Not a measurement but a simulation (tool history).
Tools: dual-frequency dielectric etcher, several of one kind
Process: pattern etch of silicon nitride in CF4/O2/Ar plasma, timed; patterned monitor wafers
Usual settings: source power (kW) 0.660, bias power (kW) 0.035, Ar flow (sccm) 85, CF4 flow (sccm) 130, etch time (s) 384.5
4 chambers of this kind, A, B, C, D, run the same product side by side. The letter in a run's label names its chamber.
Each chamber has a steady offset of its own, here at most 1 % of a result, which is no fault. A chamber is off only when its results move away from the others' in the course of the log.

| run | day | source power (kW) | bias power (kW) | Ar flow (sccm) | CF4 flow (sccm) | etch time (s) | read-back reference wafer on the same gauge, depth_nm | mean etch depth across the wafer (Å) |
|---|---|---|---|---|---|---|---|---|
| 1D | 0.329 | 0.660 | 0.035 | 85 | 130 | 384.5 | 995.37 | 8639.3 |
| 2C | 0.588 | 0.660 | 0.035 | 85 | 130 | 384.5 | 994.07 | 8674.6 |
| 3A | 0.929 | 0.660 | 0.035 | 85 | 130 | 384.5 | 994.76 | 8620.1 |
| 4B | 1.125 | 0.660 | 0.035 | 85 | 130 | 384.5 | 995.10 | 8740.3 |
| 5A | 1.412 | 0.660 | 0.040 | 85 | 130 | 384.5 | 994.61 | 9025.2 |
| 6C | 1.746 | 0.660 | 0.040 | 85 | 130 | 384.5 | 994.60 | 9098.1 |
| 7D | 1.967 | 0.660 | 0.040 | 85 | 130 | 384.5 | 995.65 | 8989.6 |
| 8B | 2.183 | 0.660 | 0.040 | 85 | 130 | 384.5 | 994.77 | 9185.4 |
| 9C | 2.512 | 0.820 | 0.035 | 85 | 140 | 384.5 | 994.26 | 10581.0 |
| 10D | 2.738 | 0.820 | 0.035 | 85 | 140 | 384.5 | 995.47 | 10442.0 |
| 11B | 3.046 | 0.820 | 0.035 | 85 | 140 | 384.5 | 995.24 | 10799.0 |
| 12A | 3.288 | 0.820 | 0.035 | 85 | 140 | 384.5 | 994.32 | 10511.0 |
| 13C | 3.604 | 0.660 | 0.035 | 85 | 130 | 384.5 | 994.71 | 8702.1 |
| 14A | 3.796 | 0.660 | 0.035 | 85 | 130 | 384.5 | 995.19 | 8578.3 |
| 15B | 4.033 | 0.660 | 0.035 | 85 | 130 | 384.5 | 994.60 | 8807.5 |
|  | 4.383 | chamber B: source power generator calibrated |
| 16D | 4.421 | 0.660 | 0.035 | 85 | 130 | 384.5 | 995.39 | 8609.7 |
| 17B | 4.821 | 0.660 | 0.035 | 85 | 130 | 384.5 | 995.43 | 8944.5 |
| 18D | 4.996 | 0.660 | 0.035 | 85 | 130 | 384.5 | 994.87 | 8600.5 |
| 19A | 5.262 | 0.660 | 0.035 | 85 | 130 | 384.5 | 994.54 | 8621.5 |
| 20C | 5.538 | 0.660 | 0.035 | 85 | 130 | 384.5 | 994.55 | 8645.7 |
| 21D | 5.812 | 0.660 | 0.035 | 85 | 130 | 384.5 | 994.99 | 8645.5 |
| 22A | 6.008 | 0.660 | 0.035 | 85 | 130 | 384.5 | 993.85 | 8616.4 |
| 23B | 6.225 | 0.660 | 0.035 | 85 | 146 | 276.5 | 995.31 | 6538.0 |
| 24C | 6.538 | 0.660 | 0.035 | 85 | 146 | 276.5 | 994.88 | 6355.8 |
| 25D | 6.800 | 0.660 | 0.035 | 85 | 146 | 276.5 | 995.63 | 6265.4 |
| 26C | 7.196 | 0.660 | 0.035 | 85 | 146 | 276.5 | 995.21 | 6323.5 |
| 27B | 7.417 | 0.660 | 0.035 | 85 | 130 | 384.5 | 994.82 | 8970.0 |
|  | 7.612 | chamber C: wet clean of the chamber |
| 28A | 7.725 | 0.660 | 0.035 | 85 | 130 | 384.5 | 995.03 | 8640.1 |
| 29D | 7.962 | 0.660 | 0.035 | 85 | 130 | 384.5 | 995.51 | 8581.8 |
| 30A | 8.338 | 0.660 | 0.035 | 85 | 130 | 384.5 | 995.36 | 8606.1 |
| 31B | 8.738 | 0.660 | 0.035 | 85 | 130 | 311.5 | 995.49 | 7240.3 |
|  | 8.979 | chamber B: bias power generator calibrated |
| 32C | 9.071 | 0.660 | 0.035 | 85 | 130 | 311.5 | 995.26 | 7046.7 |
| 33C | 9.275 | 0.660 | 0.035 | 85 | 130 | 311.5 | 995.05 | 7034.8 |
| 34D | 9.517 | 0.660 | 0.035 | 85 | 130 | 311.5 | 995.00 | 6993.1 |
| 35B | 9.796 | 0.660 | 0.035 | 85 | 130 | 384.5 | 994.76 | 8907.0 |
| 36A | 9.971 | 0.660 | 0.035 | 85 | 130 | 384.5 | 994.96 | 8581.9 |
| 37C | 10.158 | 0.660 | 0.035 | 85 | 130 | 384.5 | 994.79 | 8731.7 |
| 38A | 10.533 | 0.660 | 0.035 | 85 | 130 | 384.5 | 994.05 | 8622.4 |
| 39B | 10.792 | 0.660 | 0.035 | 85 | 130 | 384.5 | 994.48 | 8950.1 |
| 40D | 11.183 | 0.660 | 0.035 | 97 | 130 | 469.5 | 995.53 | 10378.0 |
| 41A | 11.383 | 0.660 | 0.035 | 97 | 130 | 469.5 | 994.76 | 10344.0 |

Next, every chamber runs the same settings. What will each give?
| 42A | 11.671 | 0.730 | 0.035 | 85 | 130 | 384.5 |  | ? |
| 42B | 11.671 | 0.730 | 0.035 | 85 | 130 | 384.5 |  | ? |
| 42C | 11.671 | 0.730 | 0.035 | 85 | 130 | 384.5 |  | ? |
| 42D | 11.671 | 0.730 | 0.035 | 85 | 130 | 384.5 |  | ? |

| run | mean etch depth across the wafer (Å) |
|---|---|
| 42A | 9427.4 |
| 42B | 9741.1 |
| 42C | 9463.7 |
| 42D | 9400.9 |

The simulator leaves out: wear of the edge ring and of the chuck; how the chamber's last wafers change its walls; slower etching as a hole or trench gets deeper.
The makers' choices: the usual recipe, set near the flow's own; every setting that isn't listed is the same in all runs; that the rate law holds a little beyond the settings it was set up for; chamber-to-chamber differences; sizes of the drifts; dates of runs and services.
